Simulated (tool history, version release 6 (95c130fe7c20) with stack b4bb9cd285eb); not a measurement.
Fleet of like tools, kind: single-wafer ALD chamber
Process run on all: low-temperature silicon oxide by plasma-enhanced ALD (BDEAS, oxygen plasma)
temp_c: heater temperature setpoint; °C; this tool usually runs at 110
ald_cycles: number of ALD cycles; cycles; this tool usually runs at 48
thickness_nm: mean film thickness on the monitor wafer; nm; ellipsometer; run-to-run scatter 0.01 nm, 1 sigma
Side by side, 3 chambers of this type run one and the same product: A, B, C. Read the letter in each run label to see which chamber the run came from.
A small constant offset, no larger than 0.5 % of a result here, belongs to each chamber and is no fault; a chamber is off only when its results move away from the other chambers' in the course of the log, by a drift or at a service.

| run | hour | temp_c | ald_cycles | read-back reference wafer on the same gauge, thickness_nm | thickness_nm |
|---|---|---|---|---|---|
| 1C | 7.8 | 110 | 48 | 7.0893 | 6.7089 |
| 2A | 12.2 | 110 | 48 | 7.0857 | 6.7196 |
| 3B | 18.7 | 110 | 48 | 7.0885 | 6.7435 |
| 4A | 24.3 | 110 | 48 | 7.0832 | 6.7251 |
| 5B | 31.6 | 110 | 48 | 7.0812 | 6.7359 |
| 6C | 37.5 | 110 | 48 | 7.0819 | 6.7035 |
| 7B | 41.8 | 110 | 48 | 7.0784 | 6.7305 |
| 8C | 47.7 | 110 | 48 | 7.0779 | 6.7030 |
| 9A | 54.6 | 110 | 48 | 7.0759 | 6.7268 |
| 10B | 59.3 | 110 | 48 | 7.0772 | 6.7281 |
| 11A | 65.4 | 110 | 48 | 7.0741 | 6.7260 |
| 12C | 70.9 | 110 | 48 | 7.0730 | 6.7275 |
| 13B | 77.8 | 110 | 48 | 7.0733 | 6.7247 |
| 14C | 83.0 | 110 | 48 | 7.0679 | 6.7021 |
| 15A | 88.7 | 110 | 48 | 7.0704 | 6.7106 |
| 16C | 97.5 | 110 | 48 | 7.0654 | 6.7058 |
| 17A | 105.3 | 110 | 48 | 7.0654 | 6.6910 |
| 18B | 110.0 | 110 | 48 | 7.0634 | 6.7092 |
| 19C | 115.5 | 110 | 48 | 7.0646 | 6.7040 |
| 20B | 122.6 | 110 | 48 | 7.0586 | 6.6879 |
| 21A | 128.5 | 110 | 48 | 7.0580 | 6.6744 |
| 22B | 136.9 | 110 | 48 | 7.0544 | 6.7093 |
| 23C | 142.2 | 110 | 48 | 7.0570 | 6.6901 |
| 24A | 149.0 | 110 | 48 | 7.0535 | 6.6883 |
| 25C | 153.3 | 110 | 54 | 7.0534 | 7.5225 |
| 26A | 158.4 | 110 | 54 | 7.0515 | 7.4981 |
| 27B | 166.5 | 110 | 54 | 7.0492 | 7.5429 |
| 28C | 173.7 | 110 | 48 | 7.0449 | 6.6798 |
| 29B | 178.6 | 117 | 40 | 7.0468 | 5.5190 |

Predict what each chamber gives when all 3 of them run the settings below next.
| 30A | 185.0 | 110 | 48 |  | ? |
| 30B | 185.0 | 110 | 48 |  | ? |
| 30C | 185.0 | 110 | 48 |  | ? |

| run | thickness_nm |
|---|---|
| 30A | 6.6775 |
| 30B | 6.7056 |
| 30C | 6.6847 |

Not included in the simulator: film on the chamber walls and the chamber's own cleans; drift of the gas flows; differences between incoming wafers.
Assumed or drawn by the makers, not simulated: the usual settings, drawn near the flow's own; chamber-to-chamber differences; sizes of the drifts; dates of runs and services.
